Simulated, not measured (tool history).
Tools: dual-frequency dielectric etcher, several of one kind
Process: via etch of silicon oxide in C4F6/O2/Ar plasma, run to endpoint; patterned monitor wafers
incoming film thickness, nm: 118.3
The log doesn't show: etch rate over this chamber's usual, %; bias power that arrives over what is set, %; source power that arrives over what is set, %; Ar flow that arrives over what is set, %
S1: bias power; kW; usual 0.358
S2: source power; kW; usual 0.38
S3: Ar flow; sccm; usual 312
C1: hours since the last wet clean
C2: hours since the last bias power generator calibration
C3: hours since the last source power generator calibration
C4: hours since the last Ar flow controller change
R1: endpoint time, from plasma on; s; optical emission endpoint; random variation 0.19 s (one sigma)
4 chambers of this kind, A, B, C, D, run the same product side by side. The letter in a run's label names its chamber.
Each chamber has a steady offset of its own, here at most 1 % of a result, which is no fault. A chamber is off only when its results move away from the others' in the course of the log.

run,hour,S1,S2,S3,C1,C2,C3,C4,R1
1D,9.8,0.358,0.38,312,244.8,2584.6,858.9,905.5,29.94
2C,15.4,0.358,0.38,312,132.2,882.4,1919.2,282.5,29.996
3B,24.8,0.358,0.38,312,286.9,1734.4,187.8,3888.8,29.972
4A,31.3,0.358,0.38,312,422.4,3146,2399.2,3117.2,30.243
5B,36.4,0.358,0.38,312,298.5,1746,199.4,3900.4,29.923
6C,43.6,0.358,0.38,312,160.4,910.6,1947.4,310.7,30.262
7D,53,0.32,0.29,312,288,2627.8,902.1,948.7,34.252
8A,64.1,0.32,0.29,312,455.2,3178.8,2432,3150,34.982
9A,70,0.32,0.29,312,461.1,3184.7,2437.9,3155.9,35.197
10B,78.1,0.32,0.29,312,340.2,1787.7,241.1,3942.1,33.744
11C,84.9,0.358,0.38,312,201.7,951.9,1988.7,352,30.272
12D,94.8,0.358,0.31,312,329.8,2669.6,943.9,990.5,32.407
13C,100,0.358,0.31,312,216.8,967,2003.8,367.1,32.519
# hour 107.5: chamber A: wet clean of the chamber
14D,108.8,0.358,0.31,312,343.8,2683.6,957.9,1004.5,32.703
15B,116.8,0.358,0.31,312,378.9,1826.4,279.8,3980.8,31.638
# hour 118.7: chamber D: wet clean of the chamber
16A,125.7,0.358,0.38,312,18.2,3240.4,2493.6,3211.6,30.135
17D,136.9,0.358,0.38,312,18.3,2711.7,986,1032.6,30.134
18A,145.1,0.358,0.38,312,37.6,3259.8,2513,3231,30.483
19C,155.5,0.358,0.38,312,272.3,1022.5,2059.3,422.6,30.047
20B,165.6,0.358,0.38,312,427.7,1875.2,328.6,4029.6,28.837
21D,177,0.358,0.38,312,58.4,2751.8,1026.1,1072.7,30.487
22B,182.7,0.358,0.38,312,444.8,1892.3,345.7,4046.7,29.211
23A,188.6,0.358,0.38,312,81.1,3303.3,2556.5,3274.5,30.509
24C,199.1,0.358,0.38,312,315.9,1066.1,2102.9,466.2,29.679
25D,206.4,0.358,0.38,312,87.8,2781.2,1055.5,1102.1,30.237
26C,213.2,0.358,0.38,312,330,1080.2,2117,480.3,30.149

What goes on in this fleet: one chamber off, a drifting gauge, or nothing beyond the chambers' own small offsets? Name the chamber and the cause, if any.

Chamber B drifts away from the others.
Cause: etch rate over this chamber's usual, % = 4.4.

Here are 4 candidates for chamber B's next run, each the usual settings with a change, their results left as question marks. Which one brings its results back in line with what the others give on the usual settings?
In line means no further than this from the other chambers' mean on the usual settings: R1 0.65 s
27B-1,221.5,0.337,0.35,318,,,,,?
27B-2,221.5,0.358,0.29,332,,,,,?
27B-3,221.5,0.408,0.38,312,,,,,?
27B-4,221.5,0.467,0.38,283,,,,,?

The other chambers' mean on the usual settings: R1 30.138 s
run,R1
27B-1,30.235
27B-2,31.889
27B-3,27.346
27B-4,25.76
27B-1 brings the chamber back in line.
